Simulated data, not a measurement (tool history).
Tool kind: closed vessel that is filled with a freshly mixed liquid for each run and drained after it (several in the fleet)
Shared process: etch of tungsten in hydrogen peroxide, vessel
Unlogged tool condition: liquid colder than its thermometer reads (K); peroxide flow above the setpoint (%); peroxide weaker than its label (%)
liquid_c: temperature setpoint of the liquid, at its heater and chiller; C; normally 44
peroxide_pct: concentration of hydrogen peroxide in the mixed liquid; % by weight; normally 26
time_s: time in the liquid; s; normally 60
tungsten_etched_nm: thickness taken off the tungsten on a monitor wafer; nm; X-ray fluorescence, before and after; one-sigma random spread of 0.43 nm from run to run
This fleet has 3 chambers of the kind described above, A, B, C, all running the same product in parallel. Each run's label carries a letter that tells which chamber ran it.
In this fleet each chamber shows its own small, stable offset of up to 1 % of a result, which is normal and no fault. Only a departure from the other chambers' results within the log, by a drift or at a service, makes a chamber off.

run	hour	liquid_c	peroxide_pct	time_s	hours since the thermometer was replaced	hours since the peroxide flow meter was replaced	hours since the drum of peroxide was connected	read-back film thickness of the tungsten reference wafer, read on the same gauge (nm)	tungsten_etched_nm
1B	5.9	44	26	60	2171.2	928.7	997.4	30.058	61.357
2A	10.6	44	26	60	937.3	755.1	405.5	29.98	61.316
3C	20.2	44	26	60	384.3	618.9	20.6	30.025	60.817
# hour 24.1: chamber B: new drum of peroxide connected
4B	25.2	44	26	60	2190.5	948	1.1	29.996	60.914
5A	35.1	44	26	60	961.8	779.6	430	29.965	60.801
6C	40.3	44	26	60	404.4	639	40.7	29.988	60.382
7B	49	44	26	60	2214.3	971.8	24.9	30	60.953
# hour 52.7: chamber C: peroxide flow meter replaced
8C	58.3	44	26	60	422.4	5.6	58.7	29.984	60.941
9A	62.7	44	26	60	989.4	807.2	457.6	30.042	61.014
10C	72.9	44	26	60	437	20.2	73.3	29.967	60.171
11A	79.4	44	26	60	1006.1	823.9	474.3	29.971	60.518
12B	85.6	44	26	60	2250.9	1008.4	61.5	29.975	61.992
13A	91.5	44	26	60	1018.2	836	486.4	30.005	60.528
14C	99	52.5	26	60	463.1	46.3	99.4	29.992	102.31
15B	104.7	52.5	26	60	2270	1027.5	80.6	29.973	103.64
16C	109.2	52.5	26	60	473.3	56.5	109.6	30.051	103.36
17A	116.1	44	26	60	1042.8	860.6	511	29.947	60.399
18B	122.3	44	26	60	2287.6	1045.1	98.2	29.972	61.401
19A	129.2	44	26	60	1055.9	873.7	524.1	29.988	59.739
20C	139.2	44	26	60	503.3	86.5	139.6	29.974	60.2
21B	145.1	44	26	60	2310.4	1067.9	121	30.032	61.377
22C	153.6	44	26	60	517.7	100.9	154	29.997	61.209
23A	163.1	44	26	60	1089.8	907.6	558	29.966	59.662
24B	167.8	44	26	60	2333.1	1090.6	143.7	30.052	60.943
25C	174	44	26	60	538.1	121.3	174.4	29.958	60.399
# hour 179.5: chamber A: thermometer replaced
26B	183.3	44	26	60	2348.6	1106.1	159.2	30.012	61.199
27A	188.8	44	26	60	9.3	933.3	583.7	29.927	58.309
28B	193.4	44	26	60	2358.7	1116.2	169.3	30.018	61.581
29C	203.3	44	26	60	567.4	150.6	203.7	29.942	60.364
30A	208	35.5	26	45	28.5	952.5	602.9	30.005	25.479
31A	216.6	35.5	26	45	37.1	961.1	611.5	30.043	25.692
32C	222.9	35.5	26	45	587	170.2	223.3	30.023	26.048
33B	228.7	44	26	60	2394	1151.5	204.6	30.071	62.064
34C	236.6	44	26	60	600.7	183.9	237	29.974	59.721
35A	243.1	44	26	60	63.6	987.6	638	30.069	59.004
36B	249.6	44	26	60	2414.9	1172.4	225.5	30.014	61.583
37B	255	44	26	60	2420.3	1177.8	230.9	30.021	61.203
38A	264.6	44	26	60	85.1	1009.1	659.5	29.999	58.751
39C	271.6	44	26	60	635.7	218.9	272	29.997	60.386
40C	280	44	26	60	644.1	227.3	280.4	29.991	60.697
41A	285	48.5	30	60	105.5	1029.5	679.9	30.023	84.437
42B	292.5	48.5	30	60	2457.8	1215.3	268.4	29.966	87.461

All chambers now run identical settings, listed one chamber a line with results as question marks. What results will each chamber show?
43A	299.9	44	26	40					?
43B	299.9	44	26	40					?
43C	299.9	44	26	40					?

run	tungsten_etched_nm
43A	39.37
43B	40.874
43C	40.322
